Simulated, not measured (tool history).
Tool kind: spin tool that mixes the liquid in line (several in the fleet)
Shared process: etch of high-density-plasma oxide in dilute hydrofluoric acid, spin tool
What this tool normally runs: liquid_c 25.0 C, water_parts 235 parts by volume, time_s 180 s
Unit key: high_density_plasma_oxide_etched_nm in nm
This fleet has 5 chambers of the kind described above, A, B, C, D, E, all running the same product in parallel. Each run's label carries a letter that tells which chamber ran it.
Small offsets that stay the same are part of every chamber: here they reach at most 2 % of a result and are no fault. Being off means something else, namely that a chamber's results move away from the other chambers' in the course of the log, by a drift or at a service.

| run | hour | liquid_c | water_parts | time_s | read-back film thickness of the high-density-plasma oxide reference wafer, read on the same gauge (nm) | high_density_plasma_oxide_etched_nm |
|---|---|---|---|---|---|---|
| 1D | 7.4 | 25.0 | 235 | 180 | 50.022 | 3.5055 |
| 2B | 13.6 | 25.0 | 235 | 180 | 50.008 | 3.5416 |
| 3E | 20.2 | 25.0 | 235 | 180 | 50.012 | 3.4655 |
| 4A | 25.7 | 25.0 | 235 | 180 | 50.013 | 3.5128 |
| 5C | 34.8 | 25.0 | 235 | 180 | 50.006 | 3.5209 |
| 6E | 42.8 | 25.0 | 235 | 180 | 50.012 | 3.4826 |
|  | 51.6 | chamber B: hydrofluoric acid flow meter replaced |
| 7C | 52.4 | 25.0 | 235 | 180 | 49.987 | 3.4113 |
| 8A | 57.7 | 21.5 | 235 | 215 | 49.991 | 3.6498 |
| 9B | 63.2 | 21.5 | 235 | 215 | 50.013 | 3.7137 |
| 10D | 71.2 | 21.5 | 235 | 215 | 50.011 | 3.7082 |
| 11B | 77.7 | 21.5 | 235 | 215 | 49.996 | 3.7055 |
| 12A | 85.5 | 21.5 | 235 | 215 | 50.012 | 3.6298 |
| 13D | 91.3 | 29.0 | 235 | 75 | 49.991 | 1.6576 |
| 14C | 99.8 | 29.0 | 235 | 75 | 50.006 | 1.6793 |
| 15E | 106.8 | 29.0 | 235 | 75 | 49.999 | 1.6555 |
| 16C | 113.4 | 29.0 | 235 | 75 | 49.990 | 1.7124 |
| 17B | 118.3 | 29.0 | 235 | 75 | 50.006 | 1.6664 |
| 18A | 127.3 | 23.0 | 235 | 180 | 49.996 | 3.1489 |
| 19D | 135.0 | 23.0 | 235 | 180 | 50.006 | 3.2127 |
| 20E | 142.5 | 23.0 | 235 | 180 | 49.994 | 3.2543 |
| 21B | 152.2 | 23.0 | 235 | 180 | 50.000 | 3.3067 |
| 22C | 161.8 | 23.0 | 235 | 180 | 50.009 | 3.2580 |
| 23A | 166.2 | 25.0 | 235 | 180 | 49.995 | 3.2278 |
| 24E | 175.6 | 25.0 | 235 | 180 | 50.007 | 3.4483 |
| 25D | 180.8 | 25.0 | 235 | 180 | 50.027 | 3.4493 |
| 26E | 186.3 | 25.0 | 235 | 225 | 49.994 | 4.3778 |
| 27D | 192.2 | 25.0 | 235 | 225 | 49.995 | 4.3743 |
|  | 193.2 | chamber B: thermometer replaced |
| 28A | 198.6 | 25.0 | 235 | 225 | 49.989 | 4.0495 |
| 29B | 203.7 | 25.0 | 235 | 225 | 50.008 | 4.3964 |
| 30C | 208.8 | 25.0 | 235 | 225 | 49.983 | 4.3926 |
| 31D | 213.5 | 25.0 | 235 | 180 | 49.991 | 3.4652 |
| 32E | 220.9 | 25.0 | 235 | 180 | 49.987 | 3.5001 |
| 33A | 226.7 | 25.0 | 235 | 180 | 50.000 | 3.1690 |
| 34C | 235.0 | 25.0 | 235 | 180 | 50.000 | 3.5332 |
| 35B | 241.0 | 25.0 | 305 | 180 | 49.982 | 2.4954 |
| 36E | 247.1 | 25.0 | 305 | 180 | 49.999 | 2.5229 |
| 37D | 252.5 | 25.0 | 305 | 180 | 49.965 | 2.4956 |
| 38B | 257.2 | 25.0 | 305 | 180 | 50.014 | 2.5828 |
| 39C | 266.3 | 25.0 | 305 | 180 | 50.007 | 2.4743 |

Is one chamber off against the others, does the gauge drift, or is nothing wrong? If a chamber is off, say which, and what the likeliest cause is.

Little by little, chamber A moves away from the other chambers.
Most likely cause: hydrofluoric acid flow below the setpoint (%) = 10.6.

Chamber A could run next with any of the 4 candidate recipes listed below; each alters the usual settings, and their results appear as question marks. Which one brings its results back in line with what the other chambers deliver on the usual settings?
Counts as in line when no further than this from what the other chambers average on the usual settings: high_density_plasma_oxide_etched_nm 0.1400 nm
| 40A-1 | 273.2 | 24.5 | 260 | 160 |  | ? |
| 40A-2 | 273.2 | 25.0 | 235 | 235 |  | ? |
| 40A-3 | 273.2 | 25.0 | 250 | 170 |  | ? |
| 40A-4 | 273.2 | 25.0 | 235 | 205 |  | ? |

The mean the other chambers reach with the usual settings: high_density_plasma_oxide_etched_nm 3.4988 nm
| run | high_density_plasma_oxide_etched_nm |
|---|---|
| 40A-1 | 2.3201 |
| 40A-2 | 3.9536 |
| 40A-3 | 2.6398 |
| 40A-4 | 3.4489 |
With 40A-4, the chamber falls back in line with the rest.
